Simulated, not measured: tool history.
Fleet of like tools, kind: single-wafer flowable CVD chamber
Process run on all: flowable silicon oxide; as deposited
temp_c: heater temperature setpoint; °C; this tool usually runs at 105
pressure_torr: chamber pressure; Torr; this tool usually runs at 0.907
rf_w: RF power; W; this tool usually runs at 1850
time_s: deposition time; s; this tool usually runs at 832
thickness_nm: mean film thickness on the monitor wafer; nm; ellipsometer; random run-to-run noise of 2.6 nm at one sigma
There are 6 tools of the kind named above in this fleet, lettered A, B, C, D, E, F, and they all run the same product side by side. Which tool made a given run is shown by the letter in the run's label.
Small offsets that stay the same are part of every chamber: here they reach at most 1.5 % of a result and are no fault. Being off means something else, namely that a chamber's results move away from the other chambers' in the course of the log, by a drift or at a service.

run,hour,temp_c,pressure_torr,rf_w,time_s,"read-back reference wafer on the same gauge, thickness_nm",thickness_nm
1F,6.5,105,0.907,1850,832,513.65,491.49
2A,13.4,105,0.907,1850,832,512.58,486.44
# hour 15.2: chamber C: thermocouple changed; heater temperature recalibrated
3E,21.3,105,0.907,1850,832,513.06,494.35
4B,25.1,105,0.907,1850,832,513.07,486.64
5C,29.5,105,0.907,1850,832,513.42,490.67
6D,37.2,105,0.907,1850,832,513.14,498.65
7B,41.1,105,0.907,1850,832,513.3,486.21
8D,47.4,105,0.907,1850,832,512.84,496.49
9F,54.9,105,0.907,1850,832,512.84,490.17
10C,59,105,0.907,2050,942,513.55,565.31
# hour 60.6: chamber E: capacitance manometer re-zeroed and calibrated
11A,64.5,105,0.907,2050,942,513.31,561.42
12E,71.9,105,0.907,2050,942,513.08,571.49
13A,75.8,105,0.907,2050,942,512.93,569.97
14E,79.6,105,0.907,2050,942,513.55,563.05
15F,83.4,105,0.907,2050,942,512.66,568.8
16B,88,105,0.907,1545,832,513.02,468.3
# hour 88.1: chamber F: capacitance manometer re-zeroed and calibrated
17D,91.5,105,0.907,1545,832,513.12,474.59
18C,97.3,105,0.907,1545,832,513.68,464.4
# hour 100.5: chamber E: thermocouple changed; heater temperature recalibrated
19C,104.7,105,0.907,1545,832,512.61,465.78
20A,110.5,105,0.907,1545,832,512.63,465.27
21B,116.7,105,0.907,1545,832,513,464
22D,122.3,105,0.907,1850,832,512.99,498.03
23F,125.9,105,0.724,1850,832,512.64,367.34
24E,129.9,105,0.724,1850,832,513.04,342.76
25C,135.6,105,0.724,1850,832,513.11,365.78
26F,143.1,105,0.724,1850,832,513.28,366.33
27A,148.2,105,0.724,1850,832,513.05,363.92
28B,152.6,105,0.724,1850,832,512.73,361.84
29E,157.3,105,0.907,1850,832,513.19,460.77
30D,162.1,105,0.907,1850,832,513.14,495.04
31E,166.9,105,0.907,1730,832,513.26,447.77
32D,175,105,0.907,1730,832,512.52,487.36
33F,181.4,105,0.907,1730,832,512.79,479.89
34B,185.6,105,0.907,1730,832,512.65,475.26
35C,192.9,105,0.907,1730,832,512.91,477.66
36A,197.6,105,0.907,1730,832,513.46,477.66

What goes on in this fleet: one chamber off, a drifting gauge, or nothing beyond the chambers' own small offsets? Name the chamber and the cause, if any.

The work done on chamber E during a service left it standing apart from the others.
What lies behind it: wafer temperature above the value expected at the setpoint (K) = 2.2.

Which of the 4 candidates below, each the usual settings with something changed and its results left as question marks, puts chamber E back in line with what the other chambers give on the usual settings?
Counts as in line when no further than this from what the other chambers average on the usual settings: thickness_nm 9 nm
37E-1,203.4,107,0.907,1845,832,,?
37E-2,203.4,105,0.956,1850,832,,?
37E-3,203.4,105,0.907,1675,832,,?
37E-4,203.4,105,0.924,1850,832,,?

Average result of the remaining chambers running the usual settings: thickness_nm 489.75 nm
run,thickness_nm
37E-1,428.64
37E-2,487.95
37E-3,445.53
37E-4,468.2
37E-2 is the one that brings the chamber's results back in line with the other chambers.

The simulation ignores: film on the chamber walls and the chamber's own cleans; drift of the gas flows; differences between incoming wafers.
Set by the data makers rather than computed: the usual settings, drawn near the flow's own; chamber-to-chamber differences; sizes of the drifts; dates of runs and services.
